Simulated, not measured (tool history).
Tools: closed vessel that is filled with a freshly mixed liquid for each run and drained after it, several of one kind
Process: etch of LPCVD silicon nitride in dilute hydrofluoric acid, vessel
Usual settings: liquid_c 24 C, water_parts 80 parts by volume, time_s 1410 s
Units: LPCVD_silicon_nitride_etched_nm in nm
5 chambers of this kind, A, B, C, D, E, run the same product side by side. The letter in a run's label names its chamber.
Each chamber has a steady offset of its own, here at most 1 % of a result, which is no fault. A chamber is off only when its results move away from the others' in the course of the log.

run   hour  liquid_c  water_parts  time_s  hours since the thermometer was replaced  hours since the hydrofluoric acid flow meter was replaced  read-back film thickness of the LPCVD silicon nitride reference wafer, read on the same gauge (nm)  LPCVD_silicon_nitride_etched_nm
 1A    4.2        24           80    1410                                     350.4                                                     1116.9                                                                                              109.98                           8.2854
 2C    7.2        24           80    1410                                     431.2                                                     1628.1                                                                                              109.98                           8.2440
 3E   11.6        24           80    1410                                    1523.5                                                      392.0                                                                                              110.02                           8.2119
 4B   14.9        24           80    1410                                     173.1                                                      648.5                                                                                              110.02                           8.3161
 5D   19.1        24           80    1410                                    2887.8                                                      792.1                                                                                              110.00                           8.2262
 6A   21.8        24           80    1410                                     368.0                                                     1134.5                                                                                              110.02                           8.2992
 7B   25.4        24           80    1410                                     183.6                                                      659.0                                                                                              110.01                           8.1900
 8C   30.6        24           80    1410                                     454.6                                                     1651.5                                                                                              110.00                           8.2317
 9D   34.5        24           80    1410                                    2903.2                                                      807.5                                                                                              110.01                           8.3020
10E   37.1        24           80    1410                                    1549.0                                                      417.5                                                                                              110.02                           8.2419
11C   41.5        24           80    1410                                     465.5                                                     1662.4                                                                                              110.00                           8.1913
12E   44.6        24           80    1410                                    1556.5                                                      425.0                                                                                              110.01                           8.3307
13D   48.0        22           80    1745                                    2916.7                                                      821.0                                                                                              110.02                           8.9028
14A   52.2        22           80    1745                                     398.4                                                     1164.9                                                                                              110.00                           8.9396
15B   54.8        22           80    1745                                     213.0                                                      688.4                                                                                              109.99                           8.7720
16A   57.6        22           80    1745                                     403.8                                                     1170.3                                                                                              109.99                           8.9986
17B   61.8        22           80    1745                                     220.0                                                      695.4                                                                                              110.03                           8.7751
18E   65.8        24           80    1410                                    1577.7                                                      446.2                                                                                              110.05                           8.2676
19D   71.0        24           80     830                                    2939.7                                                      844.0                                                                                              109.95                           4.8425
20C   74.1        24           80     830                                     498.1                                                     1695.0                                                                                              110.03                           4.8516
21A   78.4        24           80     830                                     424.6                                                     1191.1                                                                                              109.98                           4.8725
22D   82.0        24           80     830                                    2950.7                                                      855.0                                                                                              109.99                           4.7919
23B   84.6        24           80     830                                     242.8                                                      718.2                                                                                              109.96                           4.7153
24E   87.2        24           80    1410                                    1599.1                                                      467.6                                                                                              109.98                           8.2270
25C   92.0        24           80    1410                                     516.0                                                     1712.9                                                                                              109.99                           8.1830
26D   95.1        24           80    1410                                    2963.8                                                      868.1                                                                                              110.05                           8.2193
27A   99.1        24           80    1410                                     445.3                                                     1211.8                                                                                              110.00                           8.3345
28C  102.2        24           80    1410                                     526.2                                                     1723.1                                                                                              109.97                           8.1276
29B  107.0        24          100    1910                                     265.2                                                      740.6                                                                                              109.98                           8.6770
30E  111.6        24          100    1910                                    1623.5                                                      492.0                                                                                              109.98                           9.0129
     111.7  -- chamber D: thermometer replaced
31B  115.5        24          100    1910                                     273.7                                                      749.1                                                                                              110.01                           8.6030
32A  118.8        24          100    1910                                     465.0                                                     1231.5                                                                                              110.01                           9.0706
33C  121.3        24          100    1910                                     545.3                                                     1742.2                                                                                              110.06                           8.9735
34E  126.5        24           80    1410                                    1638.4                                                      506.9                                                                                              110.02                           8.2475
35D  128.8        24           80    1410                                      17.1                                                      901.8                                                                                              110.01                           8.3095
36C  133.4        27           80     870                                     557.4                                                     1754.3                                                                                              110.03                           6.1966
37A  137.6        27           80     870                                     483.8                                                     1250.3                                                                                              109.98                           6.2014
38D  142.2        27           80     870                                      30.5                                                      915.2                                                                                              110.02                           6.2301

All 5 chambers run these settings next. Forecast each chamber's results:
39A  146.0        24           60    1410                                                                                                                                                                                                                                         ?
39B  146.0        24           60    1410                                                                                                                                                                                                                                         ?
39C  146.0        24           60    1410                                                                                                                                                                                                                                         ?
39D  146.0        24           60    1410                                                                                                                                                                                                                                         ?
39E  146.0        24           60    1410                                                                                                                                                                                                                                         ?

run  LPCVD_silicon_nitride_etched_nm
39A                          10.9260
39B                          10.2190
39C                          10.8710
39D                          10.9610
39E                          10.9160
